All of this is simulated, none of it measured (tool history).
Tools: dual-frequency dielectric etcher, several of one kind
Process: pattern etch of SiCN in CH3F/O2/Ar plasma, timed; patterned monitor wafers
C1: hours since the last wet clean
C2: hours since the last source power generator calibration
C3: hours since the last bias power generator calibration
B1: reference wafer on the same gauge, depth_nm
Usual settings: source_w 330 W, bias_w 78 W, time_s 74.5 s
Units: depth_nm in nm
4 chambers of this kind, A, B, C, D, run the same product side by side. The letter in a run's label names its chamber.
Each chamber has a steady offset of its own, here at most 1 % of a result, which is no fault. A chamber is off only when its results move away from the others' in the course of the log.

run 1A hour=6.4 | source_w=330 bias_w=78 time_s=74.5 | C1=24.6 C2=1686.0 C3=387.7 | B1=25.391 | depth_nm=26.550
run 2C hour=14.3 | source_w=330 bias_w=78 time_s=74.5 | C1=163.3 C2=442.8 C3=4426.6 | B1=25.391 | depth_nm=26.833
run 3B hour=20.1 | source_w=330 bias_w=78 time_s=74.5 | C1=347.0 C2=2345.5 C3=748.2 | B1=25.395 | depth_nm=26.822
run 4D hour=26.2 | source_w=330 bias_w=78 time_s=74.5 | C1=574.9 C2=1572.0 C3=1294.5 | B1=25.379 | depth_nm=26.783
run 5D hour=33.0 | source_w=330 bias_w=78 time_s=74.5 | C1=581.7 C2=1578.8 C3=1301.3 | B1=25.379 | depth_nm=26.754
run 6C hour=39.9 | source_w=330 bias_w=78 time_s=74.5 | C1=188.9 C2=468.4 C3=4452.2 | B1=25.366 | depth_nm=26.755
run 7B hour=47.6 | source_w=330 bias_w=78 time_s=74.5 | C1=374.5 C2=2373.0 C3=775.7 | B1=25.373 | depth_nm=26.839
run 8A hour=54.0 | source_w=330 bias_w=78 time_s=74.5 | C1=72.2 C2=1733.6 C3=435.3 | B1=25.357 | depth_nm=26.522
run 9B hour=63.2 | source_w=330 bias_w=78 time_s=74.5 | C1=390.1 C2=2388.6 C3=791.3 | B1=25.351 | depth_nm=26.689
run 10D hour=73.4 | source_w=330 bias_w=78 time_s=74.5 | C1=622.1 C2=1619.2 C3=1341.7 | B1=25.348 | depth_nm=26.779
run 11A hour=78.9 | source_w=330 bias_w=78 time_s=74.5 | C1=97.1 C2=1758.5 C3=460.2 | B1=25.345 | depth_nm=26.534
-- hour=81.5 chamber D: wet clean of the chamber
run 12C hour=88.0 | source_w=330 bias_w=78 time_s=74.5 | C1=237.0 C2=516.5 C3=4500.3 | B1=25.332 | depth_nm=26.757
run 13B hour=95.2 | source_w=330 bias_w=78 time_s=74.5 | C1=422.1 C2=2420.6 C3=823.3 | B1=25.338 | depth_nm=26.712
run 14A hour=106.4 | source_w=330 bias_w=78 time_s=74.5 | C1=124.6 C2=1786.0 C3=487.7 | B1=25.313 | depth_nm=26.553
run 15D hour=116.6 | source_w=330 bias_w=78 time_s=74.5 | C1=35.2 C2=1662.4 C3=1384.9 | B1=25.316 | depth_nm=26.740
run 16C hour=127.7 | source_w=330 bias_w=78 time_s=74.5 | C1=276.7 C2=556.2 C3=4540.0 | B1=25.303 | depth_nm=26.677
run 17C hour=134.4 | source_w=330 bias_w=78 time_s=74.5 | C1=283.4 C2=562.9 C3=4546.7 | B1=25.304 | depth_nm=26.633
run 18B hour=143.5 | source_w=330 bias_w=78 time_s=74.5 | C1=470.4 C2=2468.9 C3=871.6 | B1=25.297 | depth_nm=26.657
run 19D hour=153.1 | source_w=330 bias_w=78 time_s=74.5 | C1=71.7 C2=1698.9 C3=1421.4 | B1=25.287 | depth_nm=26.668
run 20A hour=159.5 | source_w=290 bias_w=78 time_s=74.5 | C1=177.7 C2=1839.1 C3=540.8 | B1=25.278 | depth_nm=25.221
run 21B hour=164.9 | source_w=290 bias_w=78 time_s=74.5 | C1=491.8 C2=2490.3 C3=893.0 | B1=25.274 | depth_nm=25.376
run 22A hour=172.7 | source_w=290 bias_w=78 time_s=74.5 | C1=190.9 C2=1852.3 C3=554.0 | B1=25.275 | depth_nm=25.255
run 23C hour=182.8 | source_w=290 bias_w=78 time_s=74.5 | C1=331.8 C2=611.3 C3=4595.1 | B1=25.263 | depth_nm=25.446
run 24D hour=193.6 | source_w=330 bias_w=78 time_s=74.5 | C1=112.2 C2=1739.4 C3=1461.9 | B1=25.255 | depth_nm=26.715
run 25C hour=203.7 | source_w=330 bias_w=78 time_s=74.5 | C1=352.7 C2=632.2 C3=4616.0 | B1=25.256 | depth_nm=26.666

Is one chamber off against the others, does the gauge drift, or is nothing wrong? If a chamber is off, say which, and what the likeliest cause is.

The gauge drifts, so all chambers seem to drift together. No chamber is off.
Cause: gauge reads low (%) = 0.626.

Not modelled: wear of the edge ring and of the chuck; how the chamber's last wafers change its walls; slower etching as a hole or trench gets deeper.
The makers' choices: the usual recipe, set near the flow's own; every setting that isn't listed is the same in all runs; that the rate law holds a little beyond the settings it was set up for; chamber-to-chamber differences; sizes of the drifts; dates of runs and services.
